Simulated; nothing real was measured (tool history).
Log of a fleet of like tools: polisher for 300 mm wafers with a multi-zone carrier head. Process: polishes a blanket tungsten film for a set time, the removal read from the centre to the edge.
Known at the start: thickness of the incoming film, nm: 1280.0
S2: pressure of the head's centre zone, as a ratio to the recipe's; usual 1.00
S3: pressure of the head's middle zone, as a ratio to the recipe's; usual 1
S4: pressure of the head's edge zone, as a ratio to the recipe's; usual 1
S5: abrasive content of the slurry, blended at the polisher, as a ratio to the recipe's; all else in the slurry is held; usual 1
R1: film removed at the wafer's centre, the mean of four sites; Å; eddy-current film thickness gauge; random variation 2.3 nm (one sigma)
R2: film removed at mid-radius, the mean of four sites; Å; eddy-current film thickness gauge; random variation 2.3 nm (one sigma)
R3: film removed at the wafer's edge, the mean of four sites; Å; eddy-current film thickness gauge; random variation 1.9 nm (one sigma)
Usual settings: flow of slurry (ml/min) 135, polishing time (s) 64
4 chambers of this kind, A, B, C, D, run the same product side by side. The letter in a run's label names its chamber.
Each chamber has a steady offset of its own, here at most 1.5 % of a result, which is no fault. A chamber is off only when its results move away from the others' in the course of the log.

{"hour": 7.8, "done": "chamber C: worn pad replaced by a new one"}
{"run": "1B", "hour": 9.6, "flow of slurry (ml/min)": 135, "S2": 1.0, "S3": 1, "S4": 1, "S5": 1, "polishing time (s)": 64, "R1": 3081.2, "R2": 3012.7, "R3": 3078.0}
{"hour": 14.3, "done": "chamber B: edge zone pressure recalibrated"}
{"run": "2A", "hour": 16.0, "flow of slurry (ml/min)": 135, "S2": 1.0, "S3": 1, "S4": 1, "S5": 1, "polishing time (s)": 64, "R1": 3121.7, "R2": 3091.6, "R3": 3071.6}
{"hour": 18.2, "done": "chamber B: worn pad replaced by a new one"}
{"hour": 20.9, "done": "chamber A: worn pad replaced by a new one"}
{"run": "3C", "hour": 25.3, "flow of slurry (ml/min)": 135, "S2": 1.0, "S3": 1, "S4": 1, "S5": 1, "polishing time (s)": 64, "R1": 3061.9, "R2": 3082.8, "R3": 3105.4}
{"run": "4D", "hour": 38.5, "flow of slurry (ml/min)": 135, "S2": 1.0, "S3": 1, "S4": 1, "S5": 1, "polishing time (s)": 64, "R1": 3067.1, "R2": 3049.8, "R3": 3105.6}
{"run": "5D", "hour": 50.6, "flow of slurry (ml/min)": 135, "S2": 1.0, "S3": 1, "S4": 1, "S5": 1, "polishing time (s)": 64, "R1": 3049.9, "R2": 3028.1, "R3": 3122.2}
{"hour": 55.4, "done": "chamber D: worn pad replaced by a new one"}
{"run": "6A", "hour": 65.3, "flow of slurry (ml/min)": 135, "S2": 1.0, "S3": 1, "S4": 1, "S5": 1, "polishing time (s)": 64, "R1": 3106.5, "R2": 3041.3, "R3": 3057.7}
{"run": "7B", "hour": 75.4, "flow of slurry (ml/min)": 135, "S2": 1.0, "S3": 1, "S4": 1, "S5": 1, "polishing time (s)": 64, "R1": 3077.7, "R2": 3071.8, "R3": 3140.5}
{"run": "8C", "hour": 89.8, "flow of slurry (ml/min)": 135, "S2": 1.0, "S3": 1, "S4": 1, "S5": 1, "polishing time (s)": 64, "R1": 3082.6, "R2": 3050.2, "R3": 3113.7}
{"hour": 92.3, "done": "chamber C: worn pad replaced by a new one"}
{"hour": 100.7, "done": "chamber B: worn pad replaced by a new one"}
{"run": "9A", "hour": 102.8, "flow of slurry (ml/min)": 135, "S2": 0.96, "S3": 1, "S4": 1, "S5": 1, "polishing time (s)": 44, "R1": 2031.8, "R2": 2118.4, "R3": 2107.9}
{"hour": 103.9, "done": "chamber A: worn pad replaced by a new one"}
{"hour": 107.5, "done": "chamber A: slurry nozzle cleaned"}
{"hour": 111.6, "done": "chamber A: centre zone pressure recalibrated"}
{"run": "10B", "hour": 116.4, "flow of slurry (ml/min)": 135, "S2": 0.96, "S3": 1, "S4": 1, "S5": 1, "polishing time (s)": 44, "R1": 2038.2, "R2": 2121.0, "R3": 2136.0}
{"run": "11D", "hour": 123.4, "flow of slurry (ml/min)": 135, "S2": 0.96, "S3": 1, "S4": 1, "S5": 1, "polishing time (s)": 44, "R1": 2047.4, "R2": 2112.9, "R3": 2139.0}
{"hour": 127.2, "done": "chamber D: worn pad replaced by a new one"}
{"run": "12C", "hour": 136.3, "flow of slurry (ml/min)": 135, "S2": 0.96, "S3": 1, "S4": 1, "S5": 1, "polishing time (s)": 44, "R1": 2040.2, "R2": 2110.9, "R3": 2130.7}
{"hour": 144.1, "done": "chamber D: slurry nozzle cleaned"}
{"run": "13C", "hour": 144.2, "flow of slurry (ml/min)": 95, "S2": 1.0, "S3": 1, "S4": 1, "S5": 1, "polishing time (s)": 64, "R1": 2839.1, "R2": 2834.9, "R3": 2879.0}
{"run": "14B", "hour": 157.2, "flow of slurry (ml/min)": 95, "S2": 1.0, "S3": 1, "S4": 1, "S5": 1, "polishing time (s)": 64, "R1": 2825.6, "R2": 2816.2, "R3": 2899.9}
{"hour": 167.1, "done": "chamber C: worn pad replaced by a new one"}
{"run": "15A", "hour": 171.7, "flow of slurry (ml/min)": 95, "S2": 1.0, "S3": 1, "S4": 1, "S5": 1, "polishing time (s)": 64, "R1": 2562.0, "R2": 2824.5, "R3": 2895.7}
{"hour": 182.1, "done": "chamber B: worn pad replaced by a new one"}
{"run": "16D", "hour": 182.1, "flow of slurry (ml/min)": 95, "S2": 1.0, "S3": 1, "S4": 1, "S5": 1, "polishing time (s)": 64, "R1": 2779.8, "R2": 2805.2, "R3": 2949.3}
{"run": "17B", "hour": 189.3, "flow of slurry (ml/min)": 135, "S2": 1.0, "S3": 1, "S4": 1, "S5": 1, "polishing time (s)": 64, "R1": 3115.4, "R2": 3074.5, "R3": 3102.9}
{"hour": 195.7, "done": "chamber D: worn pad replaced by a new one"}
{"hour": 196.8, "done": "chamber A: worn pad replaced by a new one"}
{"run": "18D", "hour": 199.7, "flow of slurry (ml/min)": 135, "S2": 1.0, "S3": 1, "S4": 1, "S5": 1, "polishing time (s)": 64, "R1": 3077.2, "R2": 3034.5, "R3": 3086.7}
{"run": "19C", "hour": 210.3, "flow of slurry (ml/min)": 135, "S2": 1.0, "S3": 1, "S4": 1, "S5": 1, "polishing time (s)": 64, "R1": 3128.0, "R2": 3113.6, "R3": 3062.6}
{"run": "20A", "hour": 223.7, "flow of slurry (ml/min)": 135, "S2": 1.0, "S3": 1, "S4": 1, "S5": 1, "polishing time (s)": 64, "R1": 2800.6, "R2": 3081.6, "R3": 3057.7}
{"run": "21C", "hour": 231.5, "flow of slurry (ml/min)": 135, "S2": 1.0, "S3": 1, "S4": 1, "S5": 1, "polishing time (s)": 64, "R1": 3051.8, "R2": 3081.6, "R3": 3069.2}
{"hour": 233.1, "done": "chamber C: worn pad replaced by a new one"}
{"run": "22A", "hour": 244.3, "flow of slurry (ml/min)": 135, "S2": 1.0, "S3": 1, "S4": 1, "S5": 1, "polishing time (s)": 64, "R1": 2824.5, "R2": 3071.6, "R3": 3078.0}
{"run": "23B", "hour": 251.4, "flow of slurry (ml/min)": 135, "S2": 1.0, "S3": 1, "S4": 1, "S5": 1, "polishing time (s)": 64, "R1": 3130.4, "R2": 3043.3, "R3": 3106.7}
{"hour": 252.9, "done": "chamber C: edge zone pressure recalibrated"}
{"run": "24D", "hour": 261.5, "flow of slurry (ml/min)": 135, "S2": 1.0, "S3": 1, "S4": 1, "S5": 1, "polishing time (s)": 64, "R1": 3107.5, "R2": 3043.9, "R3": 3155.7}
{"hour": 263.9, "done": "chamber D: worn pad replaced by a new one"}
{"run": "25A", "hour": 269.4, "flow of slurry (ml/min)": 135, "S2": 1.0, "S3": 1, "S4": 1, "S5": 1, "polishing time (s)": 64, "R1": 2781.6, "R2": 3058.0, "R3": 3040.3}
{"hour": 269.7, "done": "chamber B: worn pad replaced by a new one"}
{"run": "26B", "hour": 283.4, "flow of slurry (ml/min)": 135, "S2": 1.0, "S3": 1, "S4": 1, "S5": 1, "polishing time (s)": 64, "R1": 3071.4, "R2": 3058.4, "R3": 3112.5}
{"hour": 285.3, "done": "chamber C: slurry nozzle cleaned"}
{"run": "27D", "hour": 297.8, "flow of slurry (ml/min)": 135, "S2": 1.0, "S3": 1, "S4": 1, "S5": 1, "polishing time (s)": 64, "R1": 3071.1, "R2": 3048.1, "R3": 3089.4}
{"hour": 300.2, "done": "chamber C: centre zone pressure recalibrated"}
{"run": "28C", "hour": 304.9, "flow of slurry (ml/min)": 135, "S2": 1.0, "S3": 1, "S4": 1, "S5": 1, "polishing time (s)": 64, "R1": 3049.7, "R2": 3054.8, "R3": 3090.6}
{"hour": 309.6, "done": "chamber C: worn pad replaced by a new one"}
{"run": "29C", "hour": 317.1, "flow of slurry (ml/min)": 135, "S2": 1.0, "S3": 1, "S4": 1, "S5": 1, "polishing time (s)": 64, "R1": 3067.8, "R2": 3071.8, "R3": 3075.8}

Next, every chamber runs the same settings. What will each give?
{"run": "30A", "hour": 327.7, "flow of slurry (ml/min)": 100, "S2": 1.0, "S3": 1, "S4": 1, "S5": 1, "polishing time (s)": 64, "R1": "?", "R2": "?", "R3": "?"}
{"run": "30B", "hour": 327.7, "flow of slurry (ml/min)": 100, "S2": 1.0, "S3": 1, "S4": 1, "S5": 1, "polishing time (s)": 64, "R1": "?", "R2": "?", "R3": "?"}
{"run": "30C", "hour": 327.7, "flow of slurry (ml/min)": 100, "S2": 1.0, "S3": 1, "S4": 1, "S5": 1, "polishing time (s)": 64, "R1": "?", "R2": "?", "R3": "?"}
{"run": "30D", "hour": 327.7, "flow of slurry (ml/min)": 100, "S2": 1.0, "S3": 1, "S4": 1, "S5": 1, "polishing time (s)": 64, "R1": "?", "R2": "?", "R3": "?"}

run=30A R1=2587.7 R2=2875.9 R3=2892.1
run=30B R1=2854.1 R2=2844.6 R3=2939.5
run=30C R1=2849.8 R2=2853.3 R3=2939.8
run=30D R1=2853.4 R2=2839.4 R3=2945.8
